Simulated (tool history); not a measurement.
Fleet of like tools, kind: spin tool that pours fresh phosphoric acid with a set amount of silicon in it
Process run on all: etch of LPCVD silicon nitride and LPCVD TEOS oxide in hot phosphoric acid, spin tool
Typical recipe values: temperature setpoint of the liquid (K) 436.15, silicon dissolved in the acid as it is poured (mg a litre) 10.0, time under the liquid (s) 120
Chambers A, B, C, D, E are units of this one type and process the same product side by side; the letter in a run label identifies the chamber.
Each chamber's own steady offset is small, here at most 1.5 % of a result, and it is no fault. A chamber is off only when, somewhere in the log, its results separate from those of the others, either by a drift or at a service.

run	hour	temperature setpoint of the liquid (K)	silicon dissolved in the acid as it is poured (mg a litre)	time under the liquid (s)	hours since the thermometer was replaced	hours since the dissolved silicon flow meter was replaced	hours since the heated supply line was repaired	read-back film thickness of the LPCVD silicon nitride reference wafer, read on the same gauge (nm)	read-back film thickness of the LPCVD TEOS oxide reference wafer, read on the same gauge (nm)	thickness taken off the LPCVD silicon nitride on a monitor wafer (angstrom)	thickness taken off the LPCVD TEOS oxide on a monitor wafer (angstrom)
1B	8.5	436.15	10.0	120	39.5	947.0	981.1	130.00	139.94	113.330	8.1124
2A	16.8	436.15	10.0	120	638.4	1324.5	887.1	129.95	139.94	113.730	8.5001
3E	22.7	436.15	10.0	120	498.4	1975.6	820.3	130.02	140.02	112.020	8.6446
4C	32.0	436.15	10.0	120	90.1	120.9	116.9	129.98	140.01	109.640	8.3275
5D	38.8	433.15	10.0	120	60.2	2634.2	226.3	129.98	140.02	101.170	6.9200
6D	44.9	433.15	10.0	120	66.3	2640.3	232.4	129.99	140.02	100.260	6.4470
7C	50.0	433.15	10.0	120	108.1	138.9	134.9	130.00	140.01	99.089	6.4035
8E	55.2	433.15	10.0	120	530.9	2008.1	852.8	129.99	140.02	101.300	6.1644
9B	63.4	433.15	10.0	120	94.4	1001.9	1036.0	129.99	139.97	101.300	6.4339
10A	68.1	436.15	10.0	120	689.7	1375.8	938.4	130.03	140.02	112.970	7.9949
11C	74.7	436.15	10.0	120	132.8	163.6	159.6	129.97	140.01	110.400	7.9559
12E	81.6	436.15	10.0	120	557.3	2034.5	879.2	129.95	139.97	113.430	7.6828
13A	87.4	436.15	10.0	120	709.0	1395.1	957.7	129.99	139.96	113.410	9.0839
14B	93.3	436.15	10.0	120	124.3	1031.8	1065.9	130.00	140.04	111.160	8.5608
15D	102.6	436.15	10.0	120	124.0	2698.0	290.1	130.05	140.02	107.680	8.0387
# hour 107.6: chamber E: dissolved silicon flow meter replaced
16E	111.5	436.15	14.0	120	587.2	3.9	909.1	129.99	139.99	110.850	7.2689
# hour 117.1: chamber D: dissolved silicon flow meter replaced
17A	117.6	436.15	14.0	120	739.2	1425.3	987.9	129.99	140.00	112.960	7.2831
18B	127.6	436.15	14.0	120	158.6	1066.1	1100.2	130.03	139.96	112.480	7.2326
19D	135.4	436.15	14.0	120	156.8	18.3	322.9	130.02	139.97	105.990	7.3757
20C	142.5	436.15	14.0	120	200.6	231.4	227.4	130.03	140.00	110.110	8.1838
21B	148.8	435.15	10.0	120	179.8	1087.3	1121.4	130.01	140.01	108.780	8.1984
22A	156.4	435.15	10.0	120	778.0	1464.1	1026.7	129.98	140.04	108.370	7.6613
23C	164.2	435.15	10.0	120	222.3	253.1	249.1	130.03	140.03	107.240	7.2351
24E	169.3	435.15	10.0	120	645.0	61.7	966.9	130.00	139.97	109.520	7.7360
25D	175.6	435.15	10.0	120	197.0	58.5	363.1	130.01	140.02	102.460	6.7429
26A	184.0	436.15	10.0	120	805.6	1491.7	1054.3	129.98	140.00	111.990	8.3520
27C	193.7	436.15	10.0	120	251.8	282.6	278.6	130.05	140.01	111.140	8.1795
28E	201.1	436.15	10.0	120	676.8	93.5	998.7	129.99	139.99	111.510	8.2732
29D	206.5	436.15	10.0	120	227.9	89.4	394.0	130.00	139.96	104.440	7.4775
30B	216.6	436.15	10.0	120	247.6	1155.1	1189.2	130.01	140.01	111.980	7.6730
31C	224.2	436.15	10.0	120	282.3	313.1	309.1	130.00	140.05	110.950	7.2274
32E	233.3	436.15	10.0	120	709.0	125.7	1030.9	130.00	139.97	112.120	7.8676
33A	240.9	436.15	10.0	120	862.5	1548.6	1111.2	130.00	140.01	112.040	7.4894
34B	250.4	436.15	16.5	120	281.4	1188.9	1223.0	129.95	140.01	113.300	7.4317
35D	260.5	436.15	16.5	120	281.9	143.4	448.0	130.00	140.02	103.180	6.2401
36E	271.0	436.15	16.5	120	746.7	163.4	1068.6	129.98	139.96	110.100	7.1454
37C	278.2	436.15	16.5	120	336.3	367.1	363.1	130.03	140.01	109.550	7.0508
38A	284.5	436.15	16.5	120	906.1	1592.2	1154.8	130.00	140.01	111.820	6.6525

Does one chamber stand apart from the rest, does the shared gauge drift, or is all well apart from small per-chamber offsets? Give the chamber and the most likely cause, where there is one.

Little by little, chamber D moves away from the other chambers.
Likeliest cause: temperature lost on the way to the wafer (K) = 2.79.
The log may not tell that from: liquid colder than its thermometer reads (K).

Here are 4 candidates for chamber D's next run, each the usual settings with a change, their results left as question marks. Which one brings its results back in line with what the others give on the usual settings?
In line here means within this much of the mean the other chambers give on the usual settings: thickness taken off the LPCVD silicon nitride on a monitor wafer (angstrom) 3.400; thickness taken off the LPCVD TEOS oxide on a monitor wafer (angstrom) 1.2000
39D-1	292.2	436.65	8.5	125						?	?
39D-2	292.2	435.65	12.5	110						?	?
39D-3	292.2	435.65	11.5	115						?	?
39D-4	292.2	437.15	7.0	130						?	?

The mean the other chambers reach with the usual settings: thickness taken off the LPCVD silicon nitride on a monitor wafer (angstrom) 111.700; thickness taken off the LPCVD TEOS oxide on a monitor wafer (angstrom) 8.1799
run	thickness taken off the LPCVD silicon nitride on a monitor wafer (angstrom)	thickness taken off the LPCVD TEOS oxide on a monitor wafer (angstrom)
39D-1	106.120	7.4732
39D-2	90.337	5.5859
39D-3	94.444	5.9772
39D-4	112.190	8.3181
39D-4 puts the chamber back in line with the other chambers.

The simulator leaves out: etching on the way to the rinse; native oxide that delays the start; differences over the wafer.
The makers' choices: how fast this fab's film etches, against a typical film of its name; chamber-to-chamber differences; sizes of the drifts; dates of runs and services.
